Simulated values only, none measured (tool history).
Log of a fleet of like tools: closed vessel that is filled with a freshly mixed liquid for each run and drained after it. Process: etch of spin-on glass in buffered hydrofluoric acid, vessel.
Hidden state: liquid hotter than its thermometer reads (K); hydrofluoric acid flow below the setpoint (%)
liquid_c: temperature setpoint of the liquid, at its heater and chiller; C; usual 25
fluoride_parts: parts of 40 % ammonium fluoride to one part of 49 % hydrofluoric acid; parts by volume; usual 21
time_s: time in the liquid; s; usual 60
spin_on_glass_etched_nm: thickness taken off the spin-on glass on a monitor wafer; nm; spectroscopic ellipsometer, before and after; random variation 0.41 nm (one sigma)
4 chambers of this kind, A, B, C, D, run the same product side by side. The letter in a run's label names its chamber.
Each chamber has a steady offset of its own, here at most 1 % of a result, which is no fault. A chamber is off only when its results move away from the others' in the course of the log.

run	hour	liquid_c	fluoride_parts	time_s	hours since the thermometer was replaced	hours since the hydrofluoric acid flow meter was replaced	read-back film thickness of the spin-on glass reference wafer, read on the same gauge (nm)	spin_on_glass_etched_nm
1A	4.4	25	21	60	850.3	1583.9	100.03	56.146
2D	7.1	25	21	60	1178.5	1112.6	100.01	54.653
3B	9.5	25	21	60	658	1440.8	100.02	55.534
4C	13.6	25	21	60	877.6	375.1	99.996	56.144
5B	16.5	25	21	60	665	1447.8	99.982	54.929
6C	20.4	25	21	60	884.4	381.9	100.03	55.875
7D	23.3	25	21	60	1194.7	1128.8	100.01	56.174
8A	26.3	25	21	60	872.2	1605.8	100	56.269
9B	30.7	25	21	60	679.2	1462	100.01	55.326
10A	33	25	21	60	878.9	1612.5	99.97	55.969
11D	36.4	25	21	60	1207.8	1141.9	99.998	55.272
12C	38.5	25	21	60	902.5	400	99.98	56.379
13A	42.5	25	21	60	888.4	1622	99.988	55.924
14B	44.7	25	21	60	693.2	1476	100	56.006
15C	47.6	25	21	60	911.6	409.1	99.995	55.783
16D	50.7	25	21	60	1222.1	1156.2	99.992	55.147
17C	54.7	25	21	60	918.7	416.2	99.947	55.807
18D	57.4	25	15	60	1228.8	1162.9	99.988	76.523
19B	61	25	15	60	709.5	1492.3	100.04	78.563
20A	65.1	25	15	60	911	1644.6	99.992	76.256
21C	68.7	25	15	60	932.7	430.2	99.994	76.572
22D	73.1	25	15	60	1244.5	1178.6	100.02	74.959
23A	76.8	25	15	60	922.7	1656.3	100.05	77.73
24B	81.3	25	15	60	729.8	1512.6	99.994	81.356
25B	83.5	25	15	60	732	1514.8	99.992	81.496
26D	87.7	25	21	60	1259.1	1193.2	99.988	55.686
27C	91.8	25	21	60	955.8	453.3	100.01	55.733
28A	96.1	25	21	60	942	1675.6	100.01	56.185
29D	99.1	25	21	60	1270.5	1204.6	99.982	55.175

Next, every chamber runs the same settings. What will each give?
30A	102.5	25	21	60				?
30B	102.5	25	21	60				?
30C	102.5	25	21	60				?
30D	102.5	25	21	60				?

run	spin_on_glass_etched_nm
30A	55.883
30B	60.954
30C	55.66
30D	55.121
